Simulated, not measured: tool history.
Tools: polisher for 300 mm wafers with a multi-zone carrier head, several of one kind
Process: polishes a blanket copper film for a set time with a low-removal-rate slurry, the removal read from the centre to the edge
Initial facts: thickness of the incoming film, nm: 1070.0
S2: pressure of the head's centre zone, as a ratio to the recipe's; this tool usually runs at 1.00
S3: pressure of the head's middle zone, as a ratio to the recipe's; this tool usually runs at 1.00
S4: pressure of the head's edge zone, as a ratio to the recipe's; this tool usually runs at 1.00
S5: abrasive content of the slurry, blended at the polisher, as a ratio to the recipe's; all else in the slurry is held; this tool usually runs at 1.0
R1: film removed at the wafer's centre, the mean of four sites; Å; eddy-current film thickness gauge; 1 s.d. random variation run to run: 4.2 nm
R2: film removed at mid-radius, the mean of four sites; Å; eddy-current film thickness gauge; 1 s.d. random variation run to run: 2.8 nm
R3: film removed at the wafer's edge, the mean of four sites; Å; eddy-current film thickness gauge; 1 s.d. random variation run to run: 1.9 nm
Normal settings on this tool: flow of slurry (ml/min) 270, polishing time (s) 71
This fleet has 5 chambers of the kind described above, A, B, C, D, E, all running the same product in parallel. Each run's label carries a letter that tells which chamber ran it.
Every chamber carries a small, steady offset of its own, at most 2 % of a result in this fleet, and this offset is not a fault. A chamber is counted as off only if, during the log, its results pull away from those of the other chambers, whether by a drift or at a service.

run 1E day=0.508 | flow_of_slurry_(ml/min)=270 S2=1.00 S3=1.00 S4=1.00 S5=1.0 polishing_time_(s)=71 | R1=2903.9 R2=2909.0 R3=2843.5
-- day=0.567 chamber B: edge zone pressure recalibrated
-- day=0.567 chamber D: edge zone pressure recalibrated
run 2B day=0.996 | flow_of_slurry_(ml/min)=270 S2=1.00 S3=1.00 S4=1.00 S5=1.0 polishing_time_(s)=71 | R1=2962.3 R2=2903.4 R3=2905.0
-- day=1.154 chamber D: worn pad replaced by a new one
run 3A day=1.542 | flow_of_slurry_(ml/min)=270 S2=1.00 S3=1.00 S4=1.00 S5=1.0 polishing_time_(s)=71 | R1=2858.9 R2=2848.2 R3=2792.7
-- day=1.592 chamber C: worn pad replaced by a new one
run 4D day=1.996 | flow_of_slurry_(ml/min)=270 S2=1.00 S3=1.00 S4=1.00 S5=1.0 polishing_time_(s)=71 | R1=2864.7 R2=2902.3 R3=2838.0
run 5C day=2.488 | flow_of_slurry_(ml/min)=270 S2=1.00 S3=1.00 S4=1.00 S5=1.0 polishing_time_(s)=71 | R1=2818.7 R2=2898.2 R3=2802.8
-- day=2.554 chamber C: slurry nozzle cleaned
run 6E day=2.867 | flow_of_slurry_(ml/min)=270 S2=1.00 S3=1.00 S4=1.00 S5=1.0 polishing_time_(s)=71 | R1=2891.3 R2=2876.8 R3=2877.7
-- day=2.938 chamber A: worn pad replaced by a new one
-- day=3.375 chamber E: worn pad replaced by a new one
run 7A day=3.538 | flow_of_slurry_(ml/min)=270 S2=1.00 S3=1.00 S4=1.00 S5=1.0 polishing_time_(s)=71 | R1=2809.2 R2=2839.4 R3=2824.7
run 8B day=3.950 | flow_of_slurry_(ml/min)=270 S2=1.00 S3=0.92 S4=0.91 S5=1.0 polishing_time_(s)=71 | R1=2834.9 R2=2627.6 R3=2728.2
run 9D day=4.288 | flow_of_slurry_(ml/min)=270 S2=1.00 S3=0.92 S4=0.91 S5=1.0 polishing_time_(s)=71 | R1=2821.8 R2=2637.7 R3=2673.1
-- day=4.304 chamber E: centre zone pressure recalibrated
-- day=4.442 chamber D: worn pad replaced by a new one
run 10C day=4.804 | flow_of_slurry_(ml/min)=270 S2=1.00 S3=0.92 S4=0.91 S5=1.0 polishing_time_(s)=71 | R1=2763.3 R2=2680.8 R3=2742.2
-- day=4.892 chamber C: worn pad replaced by a new one
-- day=5.254 chamber B: worn pad replaced by a new one
run 11E day=5.279 | flow_of_slurry_(ml/min)=270 S2=1.00 S3=0.92 S4=0.91 S5=1.0 polishing_time_(s)=71 | R1=2861.2 R2=2675.1 R3=2689.7
run 12D day=5.812 | flow_of_slurry_(ml/min)=270 S2=1.00 S3=0.92 S4=0.91 S5=1.0 polishing_time_(s)=71 | R1=2812.4 R2=2630.6 R3=2669.9
-- day=6.138 chamber B: slurry nozzle cleaned
run 13C day=6.417 | flow_of_slurry_(ml/min)=270 S2=1.00 S3=1.00 S4=1.00 S5=1.0 polishing_time_(s)=71 | R1=2862.2 R2=2881.4 R3=2842.9
run 14A day=6.975 | flow_of_slurry_(ml/min)=270 S2=1.00 S3=0.95 S4=1.00 S5=1.0 polishing_time_(s)=71 | R1=2838.4 R2=2725.9 R3=2818.3
-- day=7.550 chamber D: slurry nozzle cleaned
-- day=7.558 chamber D: worn pad replaced by a new one
run 15B day=7.612 | flow_of_slurry_(ml/min)=270 S2=1.00 S3=0.95 S4=1.00 S5=1.0 polishing_time_(s)=71 | R1=2818.3 R2=2719.1 R3=2874.9
run 16E day=7.962 | flow_of_slurry_(ml/min)=270 S2=1.00 S3=0.95 S4=1.00 S5=1.0 polishing_time_(s)=71 | R1=2926.3 R2=2763.0 R3=2824.4
-- day=8.050 chamber C: worn pad replaced by a new one
-- day=8.108 chamber A: worn pad replaced by a new one
run 17D day=8.288 | flow_of_slurry_(ml/min)=270 S2=1.00 S3=0.95 S4=1.00 S5=1.0 polishing_time_(s)=71 | R1=2806.5 R2=2779.4 R3=2848.2
run 18C day=8.783 | flow_of_slurry_(ml/min)=270 S2=1.00 S3=0.95 S4=1.00 S5=1.0 polishing_time_(s)=71 | R1=2943.4 R2=2741.9 R3=2880.8
run 19A day=9.196 | flow_of_slurry_(ml/min)=270 S2=1.00 S3=1.00 S4=1.00 S5=1.0 polishing_time_(s)=71 | R1=2934.8 R2=2809.7 R3=2828.5
-- day=9.238 chamber A: slurry nozzle cleaned
run 20B day=9.729 | flow_of_slurry_(ml/min)=270 S2=1.00 S3=1.00 S4=1.00 S5=1.0 polishing_time_(s)=71 | R1=2926.8 R2=2849.9 R3=2866.7
run 21B day=10.229 | flow_of_slurry_(ml/min)=270 S2=1.00 S3=1.00 S4=1.00 S5=1.0 polishing_time_(s)=71 | R1=2850.8 R2=2854.4 R3=2855.8
-- day=10.371 chamber E: slurry nozzle cleaned
-- day=10.396 chamber E: worn pad replaced by a new one
-- day=10.733 chamber D: worn pad replaced by a new one
run 22E day=10.896 | flow_of_slurry_(ml/min)=270 S2=1.00 S3=1.00 S4=1.00 S5=1.0 polishing_time_(s)=71 | R1=2842.2 R2=2873.5 R3=2809.9
run 23A day=11.267 | flow_of_slurry_(ml/min)=270 S2=1.00 S3=1.00 S4=1.00 S5=1.0 polishing_time_(s)=71 | R1=2795.0 R2=2815.5 R3=2835.4
run 24D day=11.629 | flow_of_slurry_(ml/min)=270 S2=0.94 S3=1.10 S4=1.00 S5=1.0 polishing_time_(s)=71 | R1=2590.2 R2=3181.8 R3=2807.8
-- day=11.762 chamber A: centre zone pressure recalibrated
-- day=11.975 chamber C: worn pad replaced by a new one
run 25C day=12.067 | flow_of_slurry_(ml/min)=270 S2=0.94 S3=1.10 S4=1.00 S5=1.0 polishing_time_(s)=71 | R1=2724.6 R2=3106.0 R3=2846.7
-- day=12.117 chamber B: worn pad replaced by a new one
run 26A day=12.375 | flow_of_slurry_(ml/min)=270 S2=0.94 S3=1.10 S4=1.00 S5=1.0 polishing_time_(s)=71 | R1=2550.1 R2=3055.6 R3=2799.6
run 27E day=12.767 | flow_of_slurry_(ml/min)=270 S2=0.94 S3=1.10 S4=1.00 S5=1.0 polishing_time_(s)=71 | R1=2721.0 R2=3111.8 R3=2837.3
-- day=12.912 chamber A: worn pad replaced by a new one
run 28D day=13.304 | flow_of_slurry_(ml/min)=270 S2=0.94 S3=1.10 S4=1.00 S5=1.0 polishing_time_(s)=71 | R1=2598.1 R2=3130.2 R3=2820.7
-- day=13.671 chamber C: edge zone pressure recalibrated
run 29B day=13.954 | flow_of_slurry_(ml/min)=270 S2=1.00 S3=1.00 S4=1.00 S5=1.0 polishing_time_(s)=71 | R1=2847.4 R2=2833.9 R3=2880.0
-- day=14.558 chamber D: worn pad replaced by a new one
run 30C day=14.567 | flow_of_slurry_(ml/min)=270 S2=1.00 S3=1.00 S4=1.00 S5=1.0 polishing_time_(s)=71 | R1=2843.1 R2=2848.6 R3=2860.6
run 31E day=14.950 | flow_of_slurry_(ml/min)=270 S2=1.00 S3=1.00 S4=1.00 S5=1.0 polishing_time_(s)=71 | R1=2855.1 R2=2847.9 R3=2867.3
run 32C day=15.571 | flow_of_slurry_(ml/min)=270 S2=1.00 S3=1.00 S4=1.00 S5=1.0 polishing_time_(s)=83 | R1=3372.1 R2=3372.8 R3=3343.8
run 33A day=16.008 | flow_of_slurry_(ml/min)=270 S2=1.00 S3=1.00 S4=1.00 S5=1.0 polishing_time_(s)=83 | R1=3399.6 R2=3222.1 R3=3307.2
-- day=16.112 chamber C: worn pad replaced by a new one
-- day=16.162 chamber B: edge zone pressure recalibrated
run 34B day=16.392 | flow_of_slurry_(ml/min)=270 S2=1.00 S3=1.00 S4=1.00 S5=1.0 polishing_time_(s)=83 | R1=3404.8 R2=3367.3 R3=3397.0
run 35D day=16.950 | flow_of_slurry_(ml/min)=270 S2=1.00 S3=1.00 S4=1.00 S5=1.0 polishing_time_(s)=83 | R1=3357.0 R2=3293.1 R3=3295.2
run 36D day=17.367 | flow_of_slurry_(ml/min)=270 S2=1.00 S3=1.00 S4=1.00 S5=1.0 polishing_time_(s)=83 | R1=3360.6 R2=3334.0 R3=3289.4
run 37B day=17.829 | flow_of_slurry_(ml/min)=270 S2=1.00 S3=1.00 S4=1.00 S5=1.0 polishing_time_(s)=71 | R1=2840.5 R2=2878.9 R3=2903.5
run 38C day=18.154 | flow_of_slurry_(ml/min)=270 S2=1.00 S3=1.00 S4=1.00 S5=1.0 polishing_time_(s)=71 | R1=2919.2 R2=2835.9 R3=2818.4

Which is it: a chamber that has drifted or been left off by a service, a gauge drift common to all chambers, or only each chamber's usual small offset? If a chamber is off, name it and its likeliest cause.

All chambers stay in line apart from their small fixed offsets, and the gauge does not drift.
